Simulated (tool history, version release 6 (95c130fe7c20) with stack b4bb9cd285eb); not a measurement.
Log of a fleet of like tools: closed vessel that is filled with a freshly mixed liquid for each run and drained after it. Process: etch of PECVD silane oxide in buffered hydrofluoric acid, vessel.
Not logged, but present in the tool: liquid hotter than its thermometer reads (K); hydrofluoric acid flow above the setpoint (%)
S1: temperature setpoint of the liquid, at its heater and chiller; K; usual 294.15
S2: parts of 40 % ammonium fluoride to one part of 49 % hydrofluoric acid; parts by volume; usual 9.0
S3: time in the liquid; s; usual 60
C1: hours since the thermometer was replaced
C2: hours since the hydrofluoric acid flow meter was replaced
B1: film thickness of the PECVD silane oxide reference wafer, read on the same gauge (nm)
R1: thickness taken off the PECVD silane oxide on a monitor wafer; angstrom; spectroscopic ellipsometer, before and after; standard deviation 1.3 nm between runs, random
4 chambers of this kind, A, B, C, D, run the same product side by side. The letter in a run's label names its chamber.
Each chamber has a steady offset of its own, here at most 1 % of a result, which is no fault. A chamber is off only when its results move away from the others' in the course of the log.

run 1B day=0.362 | S1=294.15 S2=9.0 S3=60 | C1=20.3 C2=748.2 | B1=150.00 | R1=1528.20
run 2D day=0.867 | S1=294.15 S2=9.0 S3=60 | C1=2204.8 C2=1218.0 | B1=150.00 | R1=1516.30
run 3A day=1.338 | S1=294.15 S2=9.0 S3=60 | C1=1276.6 C2=528.3 | B1=150.00 | R1=1518.30
-- day=1.408 chamber D: thermometer replaced
run 4C day=1.862 | S1=294.15 S2=9.0 S3=60 | C1=402.2 C2=1559.8 | B1=150.02 | R1=1521.10
run 5D day=2.312 | S1=294.15 S2=9.0 S3=60 | C1=21.8 C2=1252.7 | B1=150.00 | R1=1511.90
run 6B day=2.871 | S1=294.15 S2=9.0 S3=60 | C1=80.5 C2=808.4 | B1=150.00 | R1=1497.60
run 7C day=3.271 | S1=294.15 S2=8.0 S3=30 | C1=436.0 C2=1593.6 | B1=150.00 | R1=853.58
run 8A day=3.512 | S1=294.15 S2=8.0 S3=30 | C1=1328.8 C2=580.5 | B1=150.01 | R1=852.69
run 9C day=3.975 | S1=294.15 S2=8.0 S3=30 | C1=452.9 C2=1610.5 | B1=149.99 | R1=875.45
run 10B day=4.404 | S1=294.15 S2=8.0 S3=30 | C1=117.3 C2=845.2 | B1=150.00 | R1=863.13
run 11A day=4.683 | S1=294.15 S2=9.0 S3=60 | C1=1356.9 C2=608.6 | B1=150.01 | R1=1518.30
run 12D day=5.183 | S1=294.15 S2=9.0 S3=60 | C1=90.7 C2=1321.6 | B1=150.00 | R1=1506.00
run 13B day=5.450 | S1=294.15 S2=9.0 S3=60 | C1=142.4 C2=870.3 | B1=149.99 | R1=1515.50
-- day=5.533 chamber B: hydrofluoric acid flow meter replaced
run 14A day=5.829 | S1=294.15 S2=9.0 S3=60 | C1=1384.4 C2=636.1 | B1=149.98 | R1=1535.80
run 15C day=6.342 | S1=294.15 S2=9.0 S3=60 | C1=509.7 C2=1667.3 | B1=149.99 | R1=1529.10
run 16D day=6.862 | S1=294.15 S2=9.0 S3=60 | C1=131.0 C2=1361.9 | B1=149.99 | R1=1518.70
run 17A day=7.183 | S1=294.15 S2=9.0 S3=60 | C1=1416.9 C2=668.6 | B1=149.99 | R1=1522.30
run 18D day=7.458 | S1=294.15 S2=9.0 S3=60 | C1=145.3 C2=1376.2 | B1=150.00 | R1=1518.10
run 19C day=7.796 | S1=294.15 S2=9.0 S3=60 | C1=544.6 C2=1702.2 | B1=149.99 | R1=1532.80
run 20B day=8.346 | S1=294.15 S2=9.0 S3=60 | C1=211.9 C2=67.5 | B1=150.00 | R1=1502.20
run 21D day=8.729 | S1=290.65 S2=5.5 S3=60 | C1=175.8 C2=1406.7 | B1=150.01 | R1=1981.90
run 22A day=9.242 | S1=290.65 S2=5.5 S3=60 | C1=1466.3 C2=718.0 | B1=149.98 | R1=2063.40
-- day=9.312 chamber C: hydrofluoric acid flow meter replaced
run 23C day=9.767 | S1=290.65 S2=5.5 S3=60 | C1=591.9 C2=11.0 | B1=149.99 | R1=2045.40
run 24B day=10.162 | S1=290.65 S2=5.5 S3=60 | C1=255.5 C2=111.1 | B1=150.01 | R1=1993.20
run 25B day=10.575 | S1=297.15 S2=9.0 S3=85 | C1=265.4 C2=121.0 | B1=149.99 | R1=2503.60
run 26D day=11.042 | S1=297.15 S2=9.0 S3=85 | C1=231.3 C2=1462.2 | B1=150.01 | R1=2542.40
run 27C day=11.404 | S1=297.15 S2=9.0 S3=85 | C1=631.2 C2=50.3 | B1=149.98 | R1=2571.90
run 28A day=11.912 | S1=297.15 S2=9.0 S3=85 | C1=1530.4 C2=782.1 | B1=150.01 | R1=2648.30
run 29C day=12.392 | S1=294.15 S2=9.0 S3=60 | C1=654.9 C2=74.0 | B1=150.02 | R1=1540.90
run 30D day=12.842 | S1=294.15 S2=9.0 S3=60 | C1=274.5 C2=1505.4 | B1=149.99 | R1=1489.90
-- day=13.058 chamber A: thermometer replaced
run 31A day=13.346 | S1=294.15 S2=9.0 S3=60 | C1=7.0 C2=816.5 | B1=149.99 | R1=1604.20
run 32B day=13.683 | S1=294.15 S2=9.0 S3=60 | C1=340.0 C2=195.6 | B1=150.01 | R1=1503.80
run 33B day=14.242 | S1=294.15 S2=9.0 S3=60 | C1=353.4 C2=209.0 | B1=149.99 | R1=1480.10
run 34A day=14.750 | S1=294.15 S2=9.0 S3=60 | C1=40.7 C2=850.2 | B1=150.00 | R1=1617.40
run 35D day=15.050 | S1=294.15 S2=9.0 S3=60 | C1=327.5 C2=1558.4 | B1=150.00 | R1=1504.40
run 36C day=15.350 | S1=294.15 S2=9.0 S3=60 | C1=725.9 C2=145.0 | B1=149.98 | R1=1505.70

Read the log: is a single chamber off, either drifting away or since a service, is the gauge that measures every chamber drifting, or is nothing wrong beyond small per-chamber offsets? Name any odd chamber and what most likely caused it.

One chamber, A, drifts off from the rest bit by bit.
What lies behind it: hydrofluoric acid flow above the setpoint (%) = 5.84.

Chamber A could run next with any of the 4 candidate recipes listed below; each alters the usual settings, and their results appear as question marks. Which one brings its results back in line with what the other chambers deliver on the usual settings?
In line here means within this much of the mean the other chambers give on the usual settings: R1 45.00 angstrom
run 37A-1 day=15.750 | S1=294.15 S2=9.5 S3=60 | R1=?
run 37A-2 day=15.750 | S1=293.65 S2=9.0 S3=55 | R1=?
run 37A-3 day=15.750 | S1=294.15 S2=8.5 S3=60 | R1=?
run 37A-4 day=15.750 | S1=294.65 S2=9.0 S3=65 | R1=?

Average result of the remaining chambers running the usual settings: R1 1514.60 angstrom
run=37A-1 R1=1526.50
run=37A-2 R1=1443.60
run=37A-3 R1=1723.50
run=37A-4 R1=1803.60
With 37A-1, the chamber falls back in line with the rest.
